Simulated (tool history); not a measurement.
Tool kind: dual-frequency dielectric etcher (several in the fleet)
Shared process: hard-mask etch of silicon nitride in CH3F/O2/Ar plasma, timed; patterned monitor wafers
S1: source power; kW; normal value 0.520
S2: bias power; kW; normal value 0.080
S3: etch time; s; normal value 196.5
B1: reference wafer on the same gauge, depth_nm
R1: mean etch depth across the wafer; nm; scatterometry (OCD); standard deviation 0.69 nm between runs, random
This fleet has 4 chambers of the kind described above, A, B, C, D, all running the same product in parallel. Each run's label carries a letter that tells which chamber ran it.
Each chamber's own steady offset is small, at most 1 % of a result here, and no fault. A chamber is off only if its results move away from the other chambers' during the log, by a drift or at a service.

| run | hour | S1 | S2 | S3 | B1 | R1 |
|---|---|---|---|---|---|---|
| 1A | 8.7 | 0.520 | 0.080 | 196.5 | 141.01 | 157.54 |
|  | 13.1 | chamber C: wet clean of the chamber |
| 2C | 13.7 | 0.520 | 0.080 | 196.5 | 141.16 | 157.96 |
|  | 20.1 | chamber B: wet clean of the chamber |
| 3B | 21.1 | 0.520 | 0.080 | 196.5 | 141.13 | 156.49 |
| 4D | 25.4 | 0.520 | 0.080 | 196.5 | 141.13 | 159.00 |
| 5C | 30.4 | 0.520 | 0.080 | 196.5 | 141.14 | 157.37 |
|  | 35.2 | chamber C: bias power generator calibrated |
| 6B | 37.9 | 0.520 | 0.080 | 196.5 | 141.07 | 154.28 |
| 7D | 46.0 | 0.520 | 0.080 | 196.5 | 141.08 | 159.32 |
| 8A | 51.7 | 0.520 | 0.080 | 196.5 | 141.02 | 157.14 |
| 9A | 60.0 | 0.520 | 0.080 | 196.5 | 141.13 | 155.72 |
| 10D | 68.4 | 0.520 | 0.080 | 196.5 | 141.16 | 159.36 |
| 11B | 75.7 | 0.520 | 0.080 | 196.5 | 141.02 | 155.85 |
| 12C | 80.5 | 0.520 | 0.080 | 196.5 | 141.10 | 157.60 |
|  | 82.9 | chamber A: wet clean of the chamber |
| 13A | 85.9 | 0.520 | 0.080 | 196.5 | 141.01 | 156.20 |
| 14D | 89.9 | 0.520 | 0.091 | 232.5 | 140.88 | 196.08 |
| 15B | 98.4 | 0.520 | 0.091 | 232.5 | 141.09 | 192.88 |
|  | 104.1 | chamber A: bias power generator calibrated |
| 16C | 105.8 | 0.520 | 0.091 | 232.5 | 140.94 | 195.03 |
| 17B | 112.1 | 0.520 | 0.091 | 232.5 | 141.04 | 192.63 |
| 18A | 118.1 | 0.520 | 0.080 | 196.5 | 140.99 | 156.95 |
| 19D | 125.6 | 0.520 | 0.080 | 196.5 | 140.93 | 157.57 |
| 20C | 131.5 | 0.520 | 0.080 | 196.5 | 141.05 | 156.68 |
| 21D | 139.5 | 0.520 | 0.080 | 196.5 | 140.92 | 158.85 |
| 22A | 143.8 | 0.520 | 0.080 | 196.5 | 140.96 | 156.77 |
| 23B | 149.5 | 0.520 | 0.080 | 196.5 | 141.07 | 155.44 |
| 24C | 156.1 | 0.520 | 0.080 | 196.5 | 141.05 | 157.74 |
| 25C | 163.8 | 0.520 | 0.080 | 196.5 | 140.93 | 158.41 |

Has any chamber moved away from the others, gradually or after a service, or does the common gauge drift, or do the chambers differ only by their own small steady offsets? State the chamber and the most likely cause if one applies.

Neither any chamber nor the gauge drifts; the chambers differ only by their own small, steady offsets.
